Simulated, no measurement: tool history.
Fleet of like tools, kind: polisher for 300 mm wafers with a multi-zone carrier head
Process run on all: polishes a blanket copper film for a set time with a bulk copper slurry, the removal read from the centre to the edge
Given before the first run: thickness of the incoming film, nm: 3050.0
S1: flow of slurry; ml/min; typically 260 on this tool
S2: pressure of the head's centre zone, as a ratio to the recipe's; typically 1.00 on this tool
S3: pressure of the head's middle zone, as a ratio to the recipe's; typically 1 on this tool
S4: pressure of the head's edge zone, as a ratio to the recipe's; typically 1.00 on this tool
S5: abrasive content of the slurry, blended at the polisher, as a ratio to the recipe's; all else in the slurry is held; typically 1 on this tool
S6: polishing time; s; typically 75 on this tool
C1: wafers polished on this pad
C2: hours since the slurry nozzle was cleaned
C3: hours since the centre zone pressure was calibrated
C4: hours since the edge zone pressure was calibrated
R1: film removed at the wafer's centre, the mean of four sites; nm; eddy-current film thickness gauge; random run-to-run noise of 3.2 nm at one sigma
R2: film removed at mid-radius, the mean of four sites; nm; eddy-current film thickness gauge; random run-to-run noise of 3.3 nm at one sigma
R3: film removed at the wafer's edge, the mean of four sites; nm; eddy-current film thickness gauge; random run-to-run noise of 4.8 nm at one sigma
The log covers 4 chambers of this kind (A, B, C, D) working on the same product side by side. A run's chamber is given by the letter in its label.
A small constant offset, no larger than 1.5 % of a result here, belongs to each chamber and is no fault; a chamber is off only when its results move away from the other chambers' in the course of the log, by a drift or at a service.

{"run": "1B", "hour": 7.8, "S1": 260, "S2": 1.0, "S3": 1, "S4": 1.0, "S5": 1, "S6": 75, "C1": 726, "C2": 371.9, "C3": 145.3, "C4": 228.0, "R1": 452.17, "R2": 448.75, "R3": 454.77}
{"run": "2C", "hour": 14.0, "S1": 260, "S2": 1.0, "S3": 1, "S4": 1.0, "S5": 1, "S6": 75, "C1": 1200, "C2": 21.2, "C3": 610.8, "C4": 1351.0, "R1": 460.81, "R2": 455.61, "R3": 449.89}
{"hour": 14.7, "done": "chamber C: worn pad replaced by a new one"}
{"run": "3A", "hour": 18.4, "S1": 260, "S2": 1.0, "S3": 1, "S4": 1.0, "S5": 1, "S6": 75, "C1": 663, "C2": 322.1, "C3": 371.2, "C4": 834.9, "R1": 457.57, "R2": 454.5, "R3": 452.57}
{"run": "4D", "hour": 23.9, "S1": 260, "S2": 1.0, "S3": 1, "S4": 1.0, "S5": 1, "S6": 75, "C1": 941, "C2": 407.0, "C3": 618.9, "C4": 390.1, "R1": 437.53, "R2": 445.01, "R3": 450.51}
{"hour": 25.6, "done": "chamber B: worn pad replaced by a new one"}
{"run": "5B", "hour": 29.7, "S1": 260, "S2": 0.93, "S3": 1, "S4": 1.0, "S5": 1, "S6": 75, "C1": 51, "C2": 393.8, "C3": 167.2, "C4": 249.9, "R1": 423.77, "R2": 448.57, "R3": 456.77}
{"run": "6A", "hour": 34.6, "S1": 260, "S2": 0.93, "S3": 1, "S4": 1.0, "S5": 1, "S6": 75, "C1": 866, "C2": 338.3, "C3": 387.4, "C4": 851.1, "R1": 420.3, "R2": 455.91, "R3": 448.58}
{"run": "7D", "hour": 41.3, "S1": 260, "S2": 0.93, "S3": 1, "S4": 1.0, "S5": 1, "S6": 75, "C1": 1159, "C2": 424.4, "C3": 636.3, "C4": 407.5, "R1": 415.85, "R2": 457.32, "R3": 447.79}
{"run": "8C", "hour": 44.9, "S1": 260, "S2": 0.93, "S3": 1, "S4": 1.0, "S5": 1, "S6": 75, "C1": 379, "C2": 52.1, "C3": 641.7, "C4": 1381.9, "R1": 421.24, "R2": 454.28, "R3": 449.81}
{"run": "9A", "hour": 53.2, "S1": 260, "S2": 1.0, "S3": 1, "S4": 1.0, "S5": 1, "S6": 75, "C1": 1099, "C2": 356.9, "C3": 406.0, "C4": 869.7, "R1": 444.38, "R2": 450.99, "R3": 444.24}
{"hour": 54.4, "done": "chamber D: worn pad replaced by a new one"}
{"hour": 55.1, "done": "chamber A: centre zone pressure recalibrated"}
{"run": "10D", "hour": 60.5, "S1": 260, "S2": 1.0, "S3": 1, "S4": 1.0, "S5": 1, "S6": 75, "C1": 77, "C2": 443.6, "C3": 655.5, "C4": 426.7, "R1": 445.08, "R2": 450.75, "R3": 453.69}
{"run": "11B", "hour": 64.3, "S1": 260, "S2": 1.0, "S3": 1, "S4": 1.08, "S5": 1, "S6": 75, "C1": 485, "C2": 428.4, "C3": 201.8, "C4": 284.5, "R1": 454.78, "R2": 444.92, "R3": 461.91}
{"run": "12C", "hour": 68.9, "S1": 260, "S2": 1.0, "S3": 1, "S4": 1.08, "S5": 1, "S6": 75, "C1": 680, "C2": 76.1, "C3": 665.7, "C4": 1405.9, "R1": 453.97, "R2": 454.18, "R3": 463.12}
{"run": "13B", "hour": 76.9, "S1": 260, "S2": 1.0, "S3": 1, "S4": 1.08, "S5": 1, "S6": 75, "C1": 643, "C2": 441.0, "C3": 214.4, "C4": 297.1, "R1": 455.39, "R2": 449.88, "R3": 471.99}
{"run": "14D", "hour": 81.9, "S1": 260, "S2": 1.0, "S3": 1, "S4": 1.08, "S5": 1, "S6": 75, "C1": 345, "C2": 465.0, "C3": 676.9, "C4": 448.1, "R1": 438.9, "R2": 451.78, "R3": 466.87}
{"run": "15C", "hour": 88.0, "S1": 260, "S2": 1.0, "S3": 1, "S4": 1.0, "S5": 1, "S6": 75, "C1": 920, "C2": 95.2, "C3": 684.8, "C4": 1425.0, "R1": 454.83, "R2": 449.78, "R3": 453.41}
{"run": "16A", "hour": 91.8, "S1": 260, "S2": 1.0, "S3": 1, "S4": 1.0, "S5": 1, "S6": 75, "C1": 1583, "C2": 395.5, "C3": 36.7, "C4": 908.3, "R1": 453.51, "R2": 447.1, "R3": 449.34}
{"run": "17B", "hour": 96.1, "S1": 260, "S2": 1.0, "S3": 1, "S4": 1.0, "S5": 1, "S6": 75, "C1": 884, "C2": 460.2, "C3": 233.6, "C4": 316.3, "R1": 454.65, "R2": 450.39, "R3": 449.55}
{"run": "18C", "hour": 103.9, "S1": 260, "S2": 1.0, "S3": 1, "S4": 1.0, "S5": 1, "S6": 75, "C1": 1119, "C2": 111.1, "C3": 700.7, "C4": 1440.9, "R1": 451.5, "R2": 450.53, "R3": 460.86}
{"hour": 106.4, "done": "chamber B: worn pad replaced by a new one"}
{"run": "19A", "hour": 107.7, "S1": 260, "S2": 1.0, "S3": 1, "S4": 1.0, "S5": 1, "S6": 75, "C1": 1782, "C2": 411.4, "C3": 52.6, "C4": 924.2, "R1": 446.33, "R2": 449.57, "R3": 446.94}
{"run": "20D", "hour": 114.5, "S1": 260, "S2": 1.0, "S3": 1, "S4": 1.0, "S5": 1, "S6": 75, "C1": 754, "C2": 497.6, "C3": 709.5, "C4": 480.7, "R1": 445.14, "R2": 447.23, "R3": 453.47}
{"hour": 116.1, "done": "chamber C: worn pad replaced by a new one"}
{"run": "21B", "hour": 120.4, "S1": 260, "S2": 1.0, "S3": 1, "S4": 1.0, "S5": 1, "S6": 75, "C1": 175, "C2": 484.5, "C3": 257.9, "C4": 340.6, "R1": 448.8, "R2": 452.34, "R3": 452.06}
{"run": "22C", "hour": 128.2, "S1": 260, "S2": 1.0, "S3": 1, "S4": 1.0, "S5": 1, "S6": 75, "C1": 152, "C2": 135.4, "C3": 725.0, "C4": 1465.2, "R1": 453.02, "R2": 453.42, "R3": 450.76}
{"run": "23A", "hour": 136.3, "S1": 260, "S2": 1.0, "S3": 1, "S4": 1.0, "S5": 1, "S6": 75, "C1": 2141, "C2": 440.0, "C3": 81.2, "C4": 952.8, "R1": 434.03, "R2": 441.15, "R3": 437.75}
{"run": "24D", "hour": 142.0, "S1": 260, "S2": 1.0, "S3": 1, "S4": 1.0, "S5": 1, "S6": 75, "C1": 1099, "C2": 525.1, "C3": 737.0, "C4": 508.2, "R1": 443.94, "R2": 448.31, "R3": 451.18}
{"hour": 142.8, "done": "chamber D: slurry nozzle cleaned"}
{"run": "25D", "hour": 149.0, "S1": 260, "S2": 1.0, "S3": 1, "S4": 1.0, "S5": 1, "S6": 75, "C1": 1186, "C2": 6.3, "C3": 744.0, "C4": 515.2, "R1": 446.87, "R2": 450.43, "R3": 452.7}
{"run": "26B", "hour": 155.0, "S1": 260, "S2": 1.0, "S3": 1, "S4": 1.0, "S5": 1, "S6": 75, "C1": 609, "C2": 519.1, "C3": 292.5, "C4": 375.2, "R1": 452.82, "R2": 449.6, "R3": 446.88}
{"hour": 156.5, "done": "chamber D: worn pad replaced by a new one"}
{"run": "27C", "hour": 159.1, "S1": 175, "S2": 1.0, "S3": 1, "S4": 1.0, "S5": 1, "S6": 75, "C1": 540, "C2": 166.3, "C3": 755.9, "C4": 1496.1, "R1": 424.22, "R2": 427.42, "R3": 436.12}
{"run": "28A", "hour": 162.9, "S1": 175, "S2": 1.0, "S3": 1, "S4": 1.0, "S5": 1, "S6": 75, "C1": 2474, "C2": 466.6, "C3": 107.8, "C4": 979.4, "R1": 405.75, "R2": 413.77, "R3": 413.75}
{"run": "29D", "hour": 169.7, "S1": 175, "S2": 1.0, "S3": 1, "S4": 1.0, "S5": 1, "S6": 75, "C1": 166, "C2": 27.0, "C3": 764.7, "C4": 535.9, "R1": 423.24, "R2": 427.4, "R3": 437.5}
{"run": "30B", "hour": 174.8, "S1": 175, "S2": 1.0, "S3": 1, "S4": 1.0, "S5": 1, "S6": 75, "C1": 857, "C2": 538.9, "C3": 312.3, "C4": 395.0, "R1": 427.26, "R2": 430.69, "R3": 435.1}
{"run": "31A", "hour": 180.9, "S1": 260, "S2": 1.0, "S3": 1, "S4": 1.0, "S5": 1, "S6": 95, "C1": 2700, "C2": 484.6, "C3": 125.8, "C4": 997.4, "R1": 543.67, "R2": 537.23, "R3": 538.79}
{"run": "32C", "hour": 184.6, "S1": 260, "S2": 1.0, "S3": 1, "S4": 1.0, "S5": 1, "S6": 95, "C1": 859, "C2": 191.8, "C3": 781.4, "C4": 1521.6, "R1": 570.09, "R2": 564.13, "R3": 571.51}
{"hour": 188.0, "done": "chamber A: slurry nozzle cleaned"}
{"run": "33D", "hour": 188.8, "S1": 260, "S2": 1.0, "S3": 1, "S4": 1.0, "S5": 1, "S6": 95, "C1": 406, "C2": 46.1, "C3": 783.8, "C4": 555.0, "R1": 562.97, "R2": 564.52, "R3": 578.27}
{"run": "34C", "hour": 194.6, "S1": 260, "S2": 1.0, "S3": 1, "S4": 1.0, "S5": 1, "S6": 95, "C1": 985, "C2": 201.8, "C3": 791.4, "C4": 1531.6, "R1": 576.65, "R2": 576.07, "R3": 575.52}
{"hour": 198.7, "done": "chamber B: worn pad replaced by a new one"}
{"run": "35A", "hour": 199.3, "S1": 260, "S2": 1.0, "S3": 1, "S4": 1.0, "S5": 1, "S6": 75, "C1": 2931, "C2": 11.4, "C3": 144.2, "C4": 1015.8, "R1": 423.42, "R2": 420.27, "R3": 419.64}
{"run": "36B", "hour": 206.1, "S1": 260, "S2": 1.0, "S3": 1, "S4": 1.0, "S5": 1, "S6": 75, "C1": 93, "C2": 570.2, "C3": 343.6, "C4": 426.3, "R1": 451.04, "R2": 450.95, "R3": 446.51}
{"hour": 208.0, "done": "chamber C: edge zone pressure recalibrated"}
{"run": "37B", "hour": 212.3, "S1": 260, "S2": 1.0, "S3": 1, "S4": 1.0, "S5": 1, "S6": 75, "C1": 171, "C2": 576.4, "C3": 349.8, "C4": 432.5, "R1": 459.15, "R2": 455.79, "R3": 449.2}
{"run": "38A", "hour": 217.7, "S1": 260, "S2": 1.0, "S3": 1, "S4": 1.0, "S5": 1, "S6": 75, "C1": 3161, "C2": 29.8, "C3": 162.6, "C4": 1034.2, "R1": 416.55, "R2": 421.64, "R3": 418.98}
{"run": "39D", "hour": 223.1, "S1": 260, "S2": 1.0, "S3": 1, "S4": 1.0, "S5": 1, "S6": 75, "C1": 836, "C2": 80.4, "C3": 818.1, "C4": 589.3, "R1": 454.83, "R2": 445.97, "R3": 452.68}
{"hour": 224.9, "done": "chamber C: worn pad replaced by a new one"}
{"run": "40C", "hour": 230.3, "S1": 260, "S2": 1.0, "S3": 1, "S4": 1.0, "S5": 1, "S6": 95, "C1": 68, "C2": 237.5, "C3": 827.1, "C4": 22.4, "R1": 578.54, "R2": 570.29, "R3": 574.91}

The same settings go to every chamber for the next run, one line per chamber below. Forecast the results for each:
{"run": "41A", "hour": 236.3, "S1": 170, "S2": 1.0, "S3": 1, "S4": 1.0, "S5": 1, "S6": 75, "R1": "?", "R2": "?", "R3": "?"}
{"run": "41B", "hour": 236.3, "S1": 170, "S2": 1.0, "S3": 1, "S4": 1.0, "S5": 1, "S6": 75, "R1": "?", "R2": "?", "R3": "?"}
{"run": "41C", "hour": 236.3, "S1": 170, "S2": 1.0, "S3": 1, "S4": 1.0, "S5": 1, "S6": 75, "R1": "?", "R2": "?", "R3": "?"}
{"run": "41D", "hour": 236.3, "S1": 170, "S2": 1.0, "S3": 1, "S4": 1.0, "S5": 1, "S6": 75, "R1": "?", "R2": "?", "R3": "?"}

run=41A R1=390.53 R2=390.12 R3=388.92
run=41B R1=418.47 R2=430.37 R3=425.15
run=41C R1=418.77 R2=420.10 R3=431.42
run=41D R1=428.01 R2=427.88 R3=431.60
